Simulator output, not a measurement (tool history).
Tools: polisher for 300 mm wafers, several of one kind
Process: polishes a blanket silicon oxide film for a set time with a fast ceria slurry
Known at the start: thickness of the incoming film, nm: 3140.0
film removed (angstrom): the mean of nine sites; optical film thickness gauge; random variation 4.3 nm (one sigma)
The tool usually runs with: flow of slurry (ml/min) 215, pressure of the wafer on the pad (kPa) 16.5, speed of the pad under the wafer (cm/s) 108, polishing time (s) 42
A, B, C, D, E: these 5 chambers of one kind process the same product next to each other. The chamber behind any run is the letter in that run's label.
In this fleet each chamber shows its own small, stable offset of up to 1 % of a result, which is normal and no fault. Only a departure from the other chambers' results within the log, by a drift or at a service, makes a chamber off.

run	hour	flow of slurry (ml/min)	pressure of the wafer on the pad (kPa)	speed of the pad under the wafer (cm/s)	polishing time (s)	film removed (angstrom)
# hour 0.5: chamber D: worn pad replaced by a new one
# hour 2.6: chamber E: worn pad replaced by a new one
1E	15.0	215	16.5	108	42	5999.6
2B	25.4	215	16.5	108	42	6008.3
3C	32.2	215	16.5	108	42	5916.3
# hour 35.8: chamber B: slurry nozzle cleaned
# hour 40.7: chamber B: worn pad replaced by a new one
4D	47.2	215	16.5	108	42	5986.5
# hour 50.1: chamber E: head pressure recalibrated
# hour 51.1: chamber A: worn pad replaced by a new one
5A	54.4	215	16.5	108	42	5983.3
6A	64.6	215	16.5	108	42	5858.2
# hour 67.1: chamber D: slurry nozzle cleaned
# hour 73.0: chamber C: worn pad replaced by a new one
7D	77.5	215	16.5	108	42	5938.5
8E	87.6	215	16.5	108	42	5969.9
9C	96.9	215	16.5	108	42	5936.0
10B	105.6	215	16.5	108	42	6006.9
# hour 106.9: chamber D: worn pad replaced by a new one
# hour 114.6: chamber E: worn pad replaced by a new one
11D	119.5	215	16.5	108	42	5960.6
12C	131.1	215	18.6	108	29	4598.9
# hour 132.1: chamber D: head pressure recalibrated
13E	142.1	215	18.6	108	29	4632.1
# hour 144.8: chamber B: worn pad replaced by a new one
# hour 145.7: chamber A: worn pad replaced by a new one
14B	156.7	215	18.6	108	29	4697.5
# hour 165.0: chamber C: worn pad replaced by a new one
15A	171.3	215	18.6	108	29	4611.3
16A	178.9	215	18.6	108	29	4603.7
17E	191.0	215	16.5	108	42	5925.1
18B	203.4	215	16.5	108	42	6024.8
# hour 215.3: chamber D: worn pad replaced by a new one
19C	218.7	215	16.5	108	42	5994.4
# hour 226.8: chamber E: worn pad replaced by a new one
# hour 232.0: chamber C: head pressure recalibrated
# hour 233.9: chamber B: worn pad replaced by a new one
20D	234.2	215	16.5	108	42	5928.0
21C	248.1	215	16.5	108	42	5889.4
# hour 250.4: chamber A: worn pad replaced by a new one
# hour 259.3: chamber C: worn pad replaced by a new one
22D	261.8	215	16.5	108	42	5995.5
# hour 271.0: chamber B: slurry nozzle cleaned
23A	274.8	215	16.5	108	42	5938.6
24B	282.9	215	16.5	108	42	6040.6
25E	291.4	215	16.5	108	42	5892.5
26A	305.1	280	16.5	108	42	6121.7
# hour 308.3: chamber C: slurry nozzle cleaned
# hour 310.3: chamber D: worn pad replaced by a new one
27E	319.3	280	16.5	108	42	6052.4
28C	326.2	280	16.5	108	42	6105.1
# hour 329.8: chamber B: worn pad replaced by a new one
29B	338.4	280	16.5	108	42	6146.7
# hour 347.3: chamber E: worn pad replaced by a new one
30D	350.8	280	16.5	108	42	6232.3
# hour 351.8: chamber C: worn pad replaced by a new one
31A	361.1	215	16.5	108	42	5958.5
# hour 361.2: chamber A: worn pad replaced by a new one
32C	374.1	215	16.5	108	42	5933.9
33E	385.2	215	16.5	108	42	5710.2
34B	392.3	215	16.5	108	42	6056.5
# hour 399.7: chamber D: worn pad replaced by a new one
35D	402.8	215	16.5	108	42	5922.7
36C	410.2	215	16.5	108	42	5971.7
37B	423.6	215	16.5	108	42	6045.6
38A	435.9	215	16.5	84	34	3676.4
# hour 444.7: chamber B: worn pad replaced by a new one
39D	446.4	215	16.5	84	34	3758.6
40E	461.2	215	16.5	84	34	3606.7
# hour 467.6: chamber A: worn pad replaced by a new one
# hour 468.0: chamber E: worn pad replaced by a new one
41D	476.5	215	16.5	84	34	3686.9
42B	490.1	215	16.5	84	34	3793.1
43A	497.4	215	16.5	108	42	5970.1
44E	506.8	215	16.5	108	42	5633.4

All 5 chambers run these settings next. Forecast each chamber's results:
45A	518.0	215	16.5	130	42	?
45B	518.0	215	16.5	130	42	?
45C	518.0	215	16.5	130	42	?
45D	518.0	215	16.5	130	42	?
45E	518.0	215	16.5	130	42	?

run	film removed (angstrom)
45A	7107.3
45B	7346.4
45C	7177.7
45D	7173.4
45E	6800.5
